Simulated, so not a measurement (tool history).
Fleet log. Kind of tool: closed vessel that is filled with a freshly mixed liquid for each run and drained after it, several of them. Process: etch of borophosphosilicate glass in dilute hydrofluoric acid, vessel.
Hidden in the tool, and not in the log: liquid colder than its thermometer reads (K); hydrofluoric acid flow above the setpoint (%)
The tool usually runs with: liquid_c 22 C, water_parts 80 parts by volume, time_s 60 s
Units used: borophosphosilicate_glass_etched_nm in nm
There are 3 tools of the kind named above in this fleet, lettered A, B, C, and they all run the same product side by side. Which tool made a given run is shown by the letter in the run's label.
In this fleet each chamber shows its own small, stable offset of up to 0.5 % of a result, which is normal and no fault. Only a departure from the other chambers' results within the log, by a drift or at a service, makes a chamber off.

| run | day | liquid_c | water_parts | time_s | hours since the thermometer was replaced | hours since the hydrofluoric acid flow meter was replaced | read-back film thickness of the borophosphosilicate glass reference wafer, read on the same gauge (nm) | borophosphosilicate_glass_etched_nm |
|---|---|---|---|---|---|---|---|---|
| 1A | 0.504 | 22 | 80 | 60 | 314.3 | 99.8 | 119.99 | 36.156 |
|  | 0.925 | chamber B: hydrofluoric acid flow meter replaced |
| 2C | 1.075 | 22 | 80 | 60 | 328.6 | 1118.3 | 120 | 36.421 |
| 3B | 1.712 | 22 | 80 | 60 | 146.6 | 19 | 119.98 | 36.168 |
| 4A | 2.067 | 22 | 80 | 60 | 351.8 | 137.3 | 119.99 | 35.968 |
| 5B | 2.671 | 22 | 80 | 60 | 169.6 | 42 | 120.01 | 36.149 |
| 6C | 3.304 | 22 | 80 | 60 | 382.1 | 1171.8 | 119.97 | 36.345 |
| 7C | 3.908 | 22 | 80 | 60 | 396.6 | 1186.3 | 120 | 36.555 |
| 8B | 4.308 | 22 | 80 | 60 | 208.9 | 81.3 | 119.98 | 36.14 |
| 9A | 4.833 | 22 | 80 | 60 | 418.2 | 203.7 | 120.03 | 36.199 |
| 10C | 5.196 | 22 | 80 | 60 | 427.5 | 1217.2 | 119.97 | 36.516 |
| 11B | 5.704 | 22 | 80 | 60 | 242.4 | 114.8 | 119.97 | 36.321 |
| 12A | 6.2 | 22 | 80 | 60 | 451 | 236.5 | 120.01 | 36.364 |
| 13C | 6.538 | 22 | 80 | 60 | 459.7 | 1249.4 | 120.01 | 36.267 |
| 14B | 7.121 | 22 | 80 | 60 | 276.4 | 148.8 | 120 | 36.035 |
| 15A | 7.55 | 22 | 65 | 40 | 483.4 | 268.9 | 119.96 | 30.123 |
| 16A | 7.975 | 22 | 65 | 40 | 493.6 | 279.1 | 120.01 | 30.41 |
| 17B | 8.425 | 22 | 65 | 40 | 307.7 | 180.1 | 120 | 30.1 |
| 18C | 8.921 | 22 | 80 | 60 | 516.9 | 1306.6 | 120.01 | 36.441 |
| 19B | 9.538 | 22 | 80 | 60 | 334.4 | 206.8 | 120 | 35.997 |
| 20C | 10.075 | 22 | 80 | 40 | 544.6 | 1334.3 | 120.02 | 24.445 |
| 21A | 10.675 | 22 | 80 | 40 | 558.4 | 343.9 | 119.97 | 23.987 |
| 22B | 10.988 | 22 | 80 | 40 | 369.2 | 241.6 | 119.98 | 24.142 |
| 23A | 11.421 | 22 | 80 | 60 | 576.3 | 361.8 | 120.01 | 35.99 |
| 24C | 11.754 | 22 | 80 | 60 | 584.9 | 1374.6 | 120 | 36.473 |
|  | 12.208 | chamber C: hydrofluoric acid flow meter replaced |
| 25C | 12.288 | 22 | 80 | 60 | 597.7 | 1.9 | 120 | 36.38 |
| 26B | 12.708 | 23.5 | 105 | 60 | 410.5 | 282.9 | 120.02 | 28.056 |
| 27A | 13.188 | 23.5 | 105 | 60 | 618.7 | 404.2 | 120 | 28.142 |
| 28B | 13.533 | 23.5 | 105 | 60 | 430.3 | 302.7 | 119.98 | 28.273 |
| 29A | 14.158 | 22 | 110 | 60 | 642 | 427.5 | 120 | 25.493 |
| 30C | 14.767 | 22 | 110 | 60 | 657.2 | 61.4 | 119.99 | 25.523 |
| 31C | 15.146 | 22 | 110 | 60 | 666.3 | 70.5 | 119.97 | 25.643 |
| 32B | 15.517 | 19.5 | 80 | 35 | 477.9 | 350.3 | 120.02 | 18.993 |
| 33A | 16.058 | 19.5 | 80 | 35 | 687.6 | 473.1 | 120 | 19.056 |
| 34B | 16.525 | 19.5 | 80 | 35 | 502.1 | 374.5 | 120 | 19.005 |
| 35C | 16.933 | 22 | 80 | 60 | 709.2 | 113.4 | 119.99 | 36.521 |
| 36A | 17.483 | 22 | 80 | 60 | 721.8 | 507.3 | 120 | 36.122 |
| 37A | 17.9 | 22 | 80 | 60 | 731.8 | 517.3 | 119.99 | 36.219 |
| 38C | 18.521 | 22 | 80 | 60 | 747.3 | 151.5 | 120 | 36.499 |
| 39B | 18.858 | 22 | 80 | 70 | 558.1 | 430.5 | 120.01 | 42.175 |

Next, every chamber runs the same settings. What will each give?
| 40A | 19.333 | 22 | 80 | 60 |  |  |  | ? |
| 40B | 19.333 | 22 | 80 | 60 |  |  |  | ? |
| 40C | 19.333 | 22 | 80 | 60 |  |  |  | ? |

| run | borophosphosilicate_glass_etched_nm |
|---|---|
| 40A | 36.14 |
| 40B | 36.059 |
| 40C | 36.289 |
